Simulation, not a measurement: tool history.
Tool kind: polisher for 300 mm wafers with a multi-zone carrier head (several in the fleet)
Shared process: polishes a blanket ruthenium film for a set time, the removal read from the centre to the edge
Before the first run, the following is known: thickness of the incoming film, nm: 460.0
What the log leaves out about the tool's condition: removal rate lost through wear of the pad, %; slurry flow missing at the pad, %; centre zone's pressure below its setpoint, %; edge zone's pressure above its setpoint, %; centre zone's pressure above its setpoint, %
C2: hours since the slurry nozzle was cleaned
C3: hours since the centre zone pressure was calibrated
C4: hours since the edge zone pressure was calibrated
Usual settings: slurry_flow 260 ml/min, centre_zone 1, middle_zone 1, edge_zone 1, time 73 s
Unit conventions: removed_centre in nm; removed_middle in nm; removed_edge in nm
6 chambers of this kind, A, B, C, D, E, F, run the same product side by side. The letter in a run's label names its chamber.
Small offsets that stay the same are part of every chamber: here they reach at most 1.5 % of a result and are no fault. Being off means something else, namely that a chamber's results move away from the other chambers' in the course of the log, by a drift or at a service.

At hour 1.6: chamber E: edge zone pressure recalibrated.
Run 1C, hour 2.4: usual settings; wafers polished on this pad 489; C2 109.4; C3 757.1; C4 778.2. Result: removed_centre 96.193 nm, removed_middle 94.144 nm, removed_edge 96.048 nm.
Run 2D, hour 6.6: usual settings; wafers polished on this pad 55; C2 374.3; C3 442.9; C4 147.4. Result: removed_centre 93.319 nm, removed_middle 93.252 nm, removed_edge 94.256 nm.
Run 3A, hour 10.3: usual settings; wafers polished on this pad 331; C2 531.5; C3 711.9; C4 305. Result: removed_centre 94.92 nm, removed_middle 93.884 nm, removed_edge 92.779 nm.
Run 4E, hour 13: usual settings; wafers polished on this pad 944; C2 27.5; C3 594.4; C4 11.4. Result: removed_centre 93.96 nm, removed_middle 94.249 nm, removed_edge 93.933 nm.
Run 5B, hour 15.6: usual settings; wafers polished on this pad 298; C2 569; C3 848.5; C4 472.4. Result: removed_centre 95.063 nm, removed_middle 95.842 nm, removed_edge 94.277 nm.
Run 6F, hour 19.6: usual settings; wafers polished on this pad 877; C2 94.7; C3 321; C4 108.4. Result: removed_centre 95.661 nm, removed_middle 94.788 nm, removed_edge 93.963 nm.
Run 7E, hour 23.5: usual settings but middle_zone 0.93, edge_zone 1.08; wafers polished on this pad 1024; C2 38; C3 604.9; C4 21.9. Result: removed_centre 94.521 nm, removed_middle 90.163 nm, removed_edge 99.647 nm.
Run 8F, hour 26.3: usual settings but middle_zone 0.93, edge_zone 1.08; wafers polished on this pad 928; C2 101.4; C3 327.7; C4 115.1. Result: removed_centre 95.742 nm, removed_middle 87.194 nm, removed_edge 98.174 nm.
Run 9B, hour 30.8: usual settings but middle_zone 0.93, edge_zone 1.08; wafers polished on this pad 413; C2 584.2; C3 863.7; C4 487.6. Result: removed_centre 95.943 nm, removed_middle 90.601 nm, removed_edge 97.646 nm.
Run 10C, hour 33.4: usual settings but middle_zone 0.93, edge_zone 1.08; wafers polished on this pad 725; C2 140.4; C3 788.1; C4 809.2. Result: removed_centre 93.116 nm, removed_middle 85.581 nm, removed_edge 98.164 nm.
At hour 34.1: chamber C: worn pad replaced by a new one.
Run 11A, hour 36.6: usual settings but middle_zone 0.93, edge_zone 1.08; wafers polished on this pad 531; C2 557.8; C3 738.2; C4 331.3. Result: removed_centre 92.14 nm, removed_middle 87.998 nm, removed_edge 96.182 nm.
Run 12D, hour 39.6: usual settings but middle_zone 0.93, edge_zone 1.08; wafers polished on this pad 305; C2 407.3; C3 475.9; C4 180.4. Result: removed_centre 95.04 nm, removed_middle 88.671 nm, removed_edge 98.85 nm.
Run 13C, hour 43.4: usual settings but slurry_flow 300 ml/min, centre_zone 0.9; wafers polished on this pad 71; C2 150.4; C3 798.1; C4 819.2. Result: removed_centre 85.013 nm, removed_middle 96.349 nm, removed_edge 97.602 nm.
Run 14D, hour 46.6: usual settings but slurry_flow 300 ml/min, centre_zone 0.9; wafers polished on this pad 358; C2 414.3; C3 482.9; C4 187.4. Result: removed_centre 84.242 nm, removed_middle 96.114 nm, removed_edge 96.881 nm.
Run 15A, hour 49.7: usual settings but slurry_flow 300 ml/min, centre_zone 0.9; wafers polished on this pad 630; C2 570.9; C3 751.3; C4 344.4. Result: removed_centre 81.886 nm, removed_middle 92.154 nm, removed_edge 89.924 nm.
Run 16E, hour 51.7: usual settings but slurry_flow 300 ml/min, centre_zone 0.9; wafers polished on this pad 1237; C2 66.2; C3 633.1; C4 50.1. Result: removed_centre 85.274 nm, removed_middle 95.908 nm, removed_edge 95.965 nm.
Run 17B, hour 53.9: usual settings but slurry_flow 300 ml/min, centre_zone 0.9; wafers polished on this pad 588; C2 607.3; C3 886.8; C4 510.7. Result: removed_centre 87.296 nm, removed_middle 96.924 nm, removed_edge 94.926 nm.
At hour 54.9: chamber B: worn pad replaced by a new one.
Run 18F, hour 57.2: usual settings but slurry_flow 300 ml/min, centre_zone 0.9; wafers polished on this pad 1162; C2 132.3; C3 358.6; C4 146. Result: removed_centre 85.934 nm, removed_middle 98.726 nm, removed_edge 95.702 nm.
Run 19C, hour 60: usual settings; wafers polished on this pad 197; C2 167; C3 814.7; C4 835.8. Result: removed_centre 95.458 nm, removed_middle 96.478 nm, removed_edge 95.356 nm.
Run 20D, hour 64.3: usual settings; wafers polished on this pad 492; C2 432; C3 500.6; C4 205.1. Result: removed_centre 92.662 nm, removed_middle 94.27 nm, removed_edge 95.495 nm.
At hour 65.5: chamber D: centre zone pressure recalibrated.
Run 21F, hour 68.6: usual settings; wafers polished on this pad 1248; C2 143.7; C3 370; C4 157.4. Result: removed_centre 94.54 nm, removed_middle 95.001 nm, removed_edge 95.843 nm.
At hour 70.9: chamber E: worn pad replaced by a new one.
Run 22E, hour 72.5: usual settings; wafers polished on this pad 12; C2 87; C3 653.9; C4 70.9. Result: removed_centre 94.066 nm, removed_middle 92.931 nm, removed_edge 94.271 nm.
At hour 75.3: chamber D: worn pad replaced by a new one.
Run 23A, hour 75.3: usual settings; wafers polished on this pad 824; C2 596.5; C3 776.9; C4 370. Result: removed_centre 88.817 nm, removed_middle 89.383 nm, removed_edge 87.812 nm.
Run 24B, hour 78.1: usual settings; wafers polished on this pad 176; C2 631.5; C3 911; C4 534.9. Result: removed_centre 94.75 nm, removed_middle 96.03 nm, removed_edge 96.357 nm.
Run 25B, hour 81.3: usual settings; wafers polished on this pad 200; C2 634.7; C3 914.2; C4 538.1. Result: removed_centre 97.011 nm, removed_middle 93.319 nm, removed_edge 94.765 nm.
At hour 81.8: chamber C: centre zone pressure recalibrated.
Run 26E, hour 84.3: usual settings but middle_zone 0.96, time 61 s; wafers polished on this pad 102; C2 98.8; C3 665.7; C4 82.7. Result: removed_centre 78.347 nm, removed_middle 75.645 nm, removed_edge 77.569 nm.
Run 27C, hour 88.5: usual settings but middle_zone 0.96, time 61 s; wafers polished on this pad 413; C2 195.5; C3 6.7; C4 864.3. Result: removed_centre 77.922 nm, removed_middle 76.163 nm, removed_edge 79.664 nm.
At hour 89.2: chamber B: centre zone pressure recalibrated.
At hour 91.2: chamber F: worn pad replaced by a new one.
Run 28F, hour 92.8: usual settings but middle_zone 0.96, time 61 s; wafers polished on this pad 12; C2 167.9; C3 394.2; C4 181.6. Result: removed_centre 78.487 nm, removed_middle 76.873 nm, removed_edge 78.24 nm.
Run 29D, hour 95.8: usual settings but middle_zone 0.96, time 61 s; wafers polished on this pad 155; C2 463.5; C3 30.3; C4 236.6. Result: removed_centre 79.622 nm, removed_middle 76.006 nm, removed_edge 79.369 nm.
Run 30A, hour 99.9: usual settings but middle_zone 0.96, time 61 s; wafers polished on this pad 1011; C2 621.1; C3 801.5; C4 394.6. Result: removed_centre 71.597 nm, removed_middle 70.871 nm, removed_edge 72.782 nm.
At hour 100.1: chamber B: edge zone pressure recalibrated.
Run 31C, hour 102.8: usual settings but middle_zone 0.96, time 61 s; wafers polished on this pad 521; C2 209.8; C3 21; C4 878.6. Result: removed_centre 76.545 nm, removed_middle 76.163 nm, removed_edge 79.622 nm.
Run 32D, hour 107: usual settings; wafers polished on this pad 240; C2 474.7; C3 41.5; C4 247.8. Result: removed_centre 94.577 nm, removed_middle 93.986 nm, removed_edge 94.905 nm.
Run 33A, hour 109.1: usual settings; wafers polished on this pad 1081; C2 630.3; C3 810.7; C4 403.8. Result: removed_centre 85.516 nm, removed_middle 88.729 nm, removed_edge 85.701 nm.
Run 34F, hour 112.4: usual settings; wafers polished on this pad 161; C2 187.5; C3 413.8; C4 201.2. Result: removed_centre 94.467 nm, removed_middle 93.906 nm, removed_edge 94.774 nm.
At hour 113.8: chamber C: worn pad replaced by a new one.
Run 35E, hour 115.4: usual settings; wafers polished on this pad 338; C2 129.9; C3 696.8; C4 113.8. Result: removed_centre 93.464 nm, removed_middle 94.829 nm, removed_edge 94.835 nm.
At hour 118.5: chamber D: slurry nozzle cleaned.
Run 36B, hour 119: usual settings; wafers polished on this pad 486; C2 672.4; C3 29.8; C4 18.9. Result: removed_centre 95.604 nm, removed_middle 94.56 nm, removed_edge 94.219 nm.
Run 37B, hour 123.2: usual settings; wafers polished on this pad 518; C2 676.6; C3 34; C4 23.1. Result: removed_centre 96.427 nm, removed_middle 94.226 nm, removed_edge 92.712 nm.
Run 38A, hour 126.8: usual settings; wafers polished on this pad 1215; C2 648; C3 828.4; C4 421.5. Result: removed_centre 82.984 nm, removed_middle 85.928 nm, removed_edge 83.639 nm.
Run 39C, hour 129.3: usual settings; wafers polished on this pad 117; C2 236.3; C3 47.5; C4 905.1. Result: removed_centre 92.251 nm, removed_middle 94.981 nm, removed_edge 94.821 nm.
Run 40D, hour 131.3: usual settings; wafers polished on this pad 424; C2 12.8; C3 65.8; C4 272.1. Result: removed_centre 94.161 nm, removed_middle 93.784 nm, removed_edge 94.903 nm.

Does one chamber stand apart from the rest, does the shared gauge drift, or is all well apart from small per-chamber offsets? Give the chamber and the most likely cause, where there is one.

Chamber A drifts away from the others.
Most likely cause: removal rate lost through wear of the pad, % = 11.8.

Below are 4 candidate recipes for chamber A's next run, each the usual settings with a change, their results shown as question marks. Which of them brings A's results back in line with what the other chambers give on the usual settings?
In line here means within this much of the mean the other chambers give on the usual settings: removed_centre 3 nm; removed_middle 4 nm; removed_edge 3.3 nm
Run 41A-1, hour 134.5: usual settings but middle_zone 0.99, edge_zone 1.01, time 76 s. Result: removed_centre ?, removed_middle ?, removed_edge ?.
Run 41A-2, hour 134.5: usual settings but middle_zone 0.98, edge_zone 1.02, time 82 s. Result: removed_centre ?, removed_middle ?, removed_edge ?.
Run 41A-3, hour 134.5: usual settings but middle_zone 1.01, edge_zone 0.99, time 70 s. Result: removed_centre ?, removed_middle ?, removed_edge ?.
Run 41A-4, hour 134.5: usual settings but middle_zone 1.02, edge_zone 0.98, time 64 s. Result: removed_centre ?, removed_middle ?, removed_edge ?.

On the usual settings, the other chambers give on average: removed_centre 94.242 nm; removed_middle 94.191 nm; removed_edge 94.728 nm
  run  removed_centre  removed_middle  removed_edge
41A-1          86.697          88.177        86.904
41A-2          93.534          94.252        94.266
41A-3          79.864           82.73        79.187
41A-4          73.024          76.331        72.008
The answer is 41A-2, which returns the chamber to within the allowed miss of the others.
